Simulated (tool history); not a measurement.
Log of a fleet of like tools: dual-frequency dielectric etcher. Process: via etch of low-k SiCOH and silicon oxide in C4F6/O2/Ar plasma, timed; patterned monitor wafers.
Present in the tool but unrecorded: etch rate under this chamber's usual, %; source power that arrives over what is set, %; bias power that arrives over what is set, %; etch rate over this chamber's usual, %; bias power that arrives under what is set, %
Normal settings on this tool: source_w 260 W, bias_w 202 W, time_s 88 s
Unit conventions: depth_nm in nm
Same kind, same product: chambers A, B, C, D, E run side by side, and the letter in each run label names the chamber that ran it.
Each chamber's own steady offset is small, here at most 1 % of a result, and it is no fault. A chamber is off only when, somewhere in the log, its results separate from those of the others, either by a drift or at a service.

run	hour	source_w	bias_w	time_s	hours since the last wet clean	hours since the last source power generator calibration	hours since the last bias power generator calibration	read-back reference wafer on the same gauge, depth_nm	depth_nm
1E	2	260	202	88	295.2	1375.3	413.9	205.94	216.49
2A	5.8	260	202	88	340.4	519	1011.7	205.92	215.55
3B	8.6	260	202	88	530.6	2837.5	3377.8	205.81	216.16
4D	12.2	260	202	88	236.9	2352.9	3411.6	205.91	217.54
5C	15.6	260	202	88	122.4	432.6	2560.4	205.84	216.56
6A	19.3	260	202	88	353.9	532.5	1025.2	205.86	215.54
7E	22.4	260	202	88	315.6	1395.7	434.3	205.81	215.61
8C	26.2	260	202	88	133	443.2	2571	205.71	217.08
9D	28.7	260	202	88	253.4	2369.4	3428.1	205.7	216.97
10B	32.2	260	202	88	554.2	2861.1	3401.4	205.61	215.64
11B	34.3	260	202	88	556.3	2863.2	3403.5	205.63	216.01
# hour 34.8: chamber E: wet clean of the chamber
12D	38.1	260	202	88	262.8	2378.8	3437.5	205.58	217.42
# hour 40.3: chamber B: bias power generator calibrated
13E	41.4	260	202	88	6.6	1414.7	453.3	205.54	215.66
14A	43.5	260	202	88	378.1	556.7	1049.4	205.55	215.64
15C	47.7	260	202	88	154.5	464.7	2592.5	205.53	217.19
16A	50.5	260	202	88	385.1	563.7	1056.4	205.48	215.63
17B	53.1	260	202	88	575.1	2882	12.8	205.45	215.32
# hour 55.3: chamber B: wet clean of the chamber
18E	57.1	210	171	88	22.3	1430.4	469	205.39	187.92
19C	60.9	210	171	88	167.7	477.9	2605.7	205.29	188.92
20D	63.6	210	171	88	288.3	2404.3	3463	205.36	189.82
21E	67.5	210	171	88	32.7	1440.8	479.4	205.25	187.8
22A	69.3	210	171	88	403.9	582.5	1075.2	205.34	187.34
23B	73.1	260	202	88	17.8	2902	32.8	205.21	215.23
24C	76.2	260	202	88	183	493.2	2621	205.29	215.99
25D	79.3	260	202	88	304	2420	3478.7	205.18	217.07
26B	81.4	260	202	88	26.1	2910.3	41.1	205.18	215.38
27C	85.4	260	202	88	192.2	502.4	2630.2	205.15	216.2
28D	88.2	260	202	88	312.9	2428.9	3487.6	205.09	216.42
29A	92	260	202	88	426.6	605.2	1097.9	205.08	215.34
30E	96.1	230	202	88	61.3	1469.4	508	204.97	205.89
31C	99.2	230	202	88	206	516.2	2644	205.02	206.41
32E	101.6	230	202	88	66.8	1474.9	513.5	204.92	205.61
33A	105.2	230	202	88	439.8	618.4	1111.1	204.91	204.97
34D	108.3	230	202	88	333	2449	3507.7	204.94	207.11
35B	111	260	202	88	55.7	2939.9	70.7	204.86	214.57
36A	114.6	260	202	88	449.2	627.8	1120.5	204.8	214.81
37B	118.2	260	202	88	62.9	2947.1	77.9	204.73	215.29

Each of the 5 chambers runs these same settings next. Fill in every chamber's results:
38A	121.2	220	202	88					?
38B	121.2	220	202	88					?
38C	121.2	220	202	88					?
38D	121.2	220	202	88					?
38E	121.2	220	202	88					?

run	depth_nm
38A	200.84
38B	202.44
38C	201.95
38D	203.28
38E	201.93
